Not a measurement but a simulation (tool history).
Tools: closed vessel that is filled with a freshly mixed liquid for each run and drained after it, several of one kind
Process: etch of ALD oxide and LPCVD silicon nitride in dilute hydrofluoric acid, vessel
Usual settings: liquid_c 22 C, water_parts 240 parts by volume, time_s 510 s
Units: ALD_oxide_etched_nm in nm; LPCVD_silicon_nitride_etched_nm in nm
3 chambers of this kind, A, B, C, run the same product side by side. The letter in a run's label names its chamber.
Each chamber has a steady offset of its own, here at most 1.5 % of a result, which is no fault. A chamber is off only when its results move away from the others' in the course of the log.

run	hour	liquid_c	water_parts	time_s	read-back film thickness of the ALD oxide reference wafer, read on the same gauge (nm)	read-back film thickness of the LPCVD silicon nitride reference wafer, read on the same gauge (nm)	ALD_oxide_etched_nm	LPCVD_silicon_nitride_etched_nm
1C	8.9	22	240	510	50.033	89.99	30.906	0.85757
2A	20.5	22	240	510	50.029	89.942	30.835	0.87061
3B	32.1	22	240	510	49.957	90	30.376	0.86273
4A	40.4	22	240	510	50.013	89.918	30.256	0.84002
5C	53.7	24	240	335	49.97	90.027	21.981	0.59151
6B	66.1	24	240	335	50.022	89.936	21.761	0.60131
7B	73.5	24	240	335	49.977	90.012	21.344	0.65834
8A	83.4	22	240	510	49.968	89.967	30.057	0.84067
9C	91.1	22	340	675	50.019	90.014	26.046	0.77119
10C	105.5	22	340	675	50.02	89.989	25.784	0.81268
11B	116	22	340	675	49.981	89.957	26.057	0.78872
12A	130.6	22	240	510	49.983	90.024	30.476	0.80204
13A	143.9	22	240	510	50.003	90.041	30.713	0.8518
14B	155.5	22	240	510	50.041	90.007	30.176	0.80422
15C	166.2	22	240	510	49.982	90.007	30.686	0.88052
16C	180.2	22	240	510	50.009	89.972	30.689	0.84636
17A	193.2	22	240	510	50.027	89.998	30.496	0.81158
# hour 203: chamber A: hydrofluoric acid flow meter replaced
18B	203.4	22	240	510	49.99	89.987	30.094	0.87012
19B	218	22	240	510	50.001	90.027	30.755	0.88008
20A	227	22	240	510	49.989	90.03	30.51	0.82276

All 3 chambers run these settings next. Forecast each chamber's results:
21A	238.7	19.5	240	510			?	?
21B	238.7	19.5	240	510			?	?
21C	238.7	19.5	240	510			?	?

run	ALD_oxide_etched_nm	LPCVD_silicon_nitride_etched_nm
21A	27.847	0.73049
21B	27.501	0.72127
21C	27.405	0.72475
